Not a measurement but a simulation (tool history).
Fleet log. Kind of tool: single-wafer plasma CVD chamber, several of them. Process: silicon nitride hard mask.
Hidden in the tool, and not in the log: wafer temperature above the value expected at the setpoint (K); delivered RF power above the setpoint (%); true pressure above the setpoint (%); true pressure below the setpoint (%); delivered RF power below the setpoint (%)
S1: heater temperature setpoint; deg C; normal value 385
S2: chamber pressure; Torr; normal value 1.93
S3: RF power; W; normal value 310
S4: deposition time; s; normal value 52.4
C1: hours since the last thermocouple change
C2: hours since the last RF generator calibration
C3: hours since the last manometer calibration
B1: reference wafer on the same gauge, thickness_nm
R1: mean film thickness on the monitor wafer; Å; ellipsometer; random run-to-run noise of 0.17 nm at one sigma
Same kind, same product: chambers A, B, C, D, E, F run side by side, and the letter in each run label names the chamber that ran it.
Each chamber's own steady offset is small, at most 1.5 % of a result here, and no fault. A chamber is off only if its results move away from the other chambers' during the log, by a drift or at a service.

run,day,S1,S2,S3,S4,C1,C2,C3,B1,R1
1F,0.558,385,1.93,310,52.4,2293.9,446.7,858.6,54.644,652.06
2A,0.933,385,1.93,310,52.4,1111.7,940.5,1895.9,54.689,656.33
3B,1.362,385,1.93,310,52.4,279.6,42.6,745,54.674,656.17
4E,1.65,385,1.93,310,52.4,585,755.2,1344.5,54.714,644.26
5C,1.95,385,1.93,310,52.4,951.2,250.4,181.1,54.672,654.19
6D,2.467,385,1.93,310,52.4,152.3,401.8,241.8,54.715,648.38
7F,2.929,385,1.93,310,52.4,2350.8,503.6,915.5,54.713,649.57
8D,3.488,385,1.93,310,52.4,176.8,426.3,266.3,54.699,650.57
# day 3.796: chamber F: capacitance manometer re-zeroed and calibrated
9B,4.088,385,1.93,310,52.4,345,108,810.4,54.663,656.41
10A,4.683,385,1.93,310,52.4,1201.7,1030.5,1985.9,54.711,659.44
11E,5.062,385,1.93,310,52.4,666.9,837.1,1426.4,54.715,643.4
12C,5.662,385,1.93,310,52.4,1040.3,339.5,270.2,54.686,656.39
13C,5.95,385,1.93,310,52.4,1047.2,346.4,277.1,54.684,656.3
14F,6.396,385,1.93,310,52.4,2434,586.8,62.4,54.733,650.22
15A,7.046,385,1.93,310,52.4,1258.4,1087.2,2042.6,54.703,659.23
16D,7.671,385,1.93,310,52.4,277.2,526.7,366.7,54.736,647.18
17E,8.021,385,1.93,310,52.4,737.9,908.1,1497.4,54.697,648.03
18B,8.421,385,1.93,310,52.4,449,212,914.4,54.712,655.43
19D,8.958,385,1.93,310,52.4,308.1,557.6,397.6,54.716,648
20F,9.288,385,1.93,310,52.4,2503.4,656.2,131.8,54.753,648.75
# day 9.592: chamber A: thermocouple changed; heater temperature recalibrated
21C,9.912,385,1.93,310,52.4,1142.3,441.5,372.2,54.678,656.65
22E,10.412,385,1.93,310,52.4,795.3,965.5,1554.8,54.736,644.77
23A,10.95,385,1.93,310,52.4,32.7,1180.9,2136.3,54.706,659.33
24B,11.588,385,1.93,310,52.4,525,288,990.4,54.679,655.52
25D,12.017,385,1.93,310,52.4,381.5,631,471,54.684,644.49
26A,12.554,385,1.93,310,52.4,71.2,1219.4,2174.8,54.678,656.47
27F,13.154,385,1.93,310,52.4,2596.2,749,224.6,54.697,649.57
28B,13.621,385,1.93,310,52.4,573.8,336.8,1039.2,54.726,652.76
29C,14.138,385,1.93,310,52.4,1243.7,542.9,473.6,54.712,655.73
# day 14.217: chamber E: RF generator calibrated
30E,14.433,385,1.93,310,52.4,891.8,5.3,1651.3,54.686,645.44
31E,14.946,385,1.93,310,52.4,904.1,17.6,1663.6,54.689,642.85
# day 15.442: chamber B: capacitance manometer re-zeroed and calibrated
32A,15.488,385,1.93,310,52.4,141.6,1289.8,2245.2,54.714,654.05
33F,16.138,385,1.93,310,52.4,2667.8,820.6,296.2,54.702,650.5
# day 16.283: chamber F: RF generator calibrated
34B,16.571,385,2.25,310,61.3,644.6,407.6,27.1,54.712,795.32
35D,17.175,385,2.25,310,61.3,505.3,754.8,594.8,54.689,778.19
36C,17.8,385,2.25,310,61.3,1331.6,630.8,561.5,54.719,792.81
37F,18.083,385,2.25,310,61.3,2714.5,43.2,342.9,54.669,793.77
38B,18.671,385,2.25,310,61.3,695,458,77.5,54.71,799.36
39D,19.2,385,2.25,310,61.3,553.9,803.4,643.4,54.672,773.82
40A,19.792,385,1.93,310,52.4,244.9,1393.1,2348.5,54.673,655.38
41C,20.333,385,1.93,310,52.4,1392.4,691.6,622.3,54.693,653.81

Next, every chamber runs the same settings. What will each give?
42A,20.8,385,1.93,310,59.3,,,,,?
42B,20.8,385,1.93,310,59.3,,,,,?
42C,20.8,385,1.93,310,59.3,,,,,?
42D,20.8,385,1.93,310,59.3,,,,,?
42E,20.8,385,1.93,310,59.3,,,,,?
42F,20.8,385,1.93,310,59.3,,,,,?

run,R1
42A,744.35
42B,739.43
42C,740.39
42D,722.36
42E,728.59
42F,737.39

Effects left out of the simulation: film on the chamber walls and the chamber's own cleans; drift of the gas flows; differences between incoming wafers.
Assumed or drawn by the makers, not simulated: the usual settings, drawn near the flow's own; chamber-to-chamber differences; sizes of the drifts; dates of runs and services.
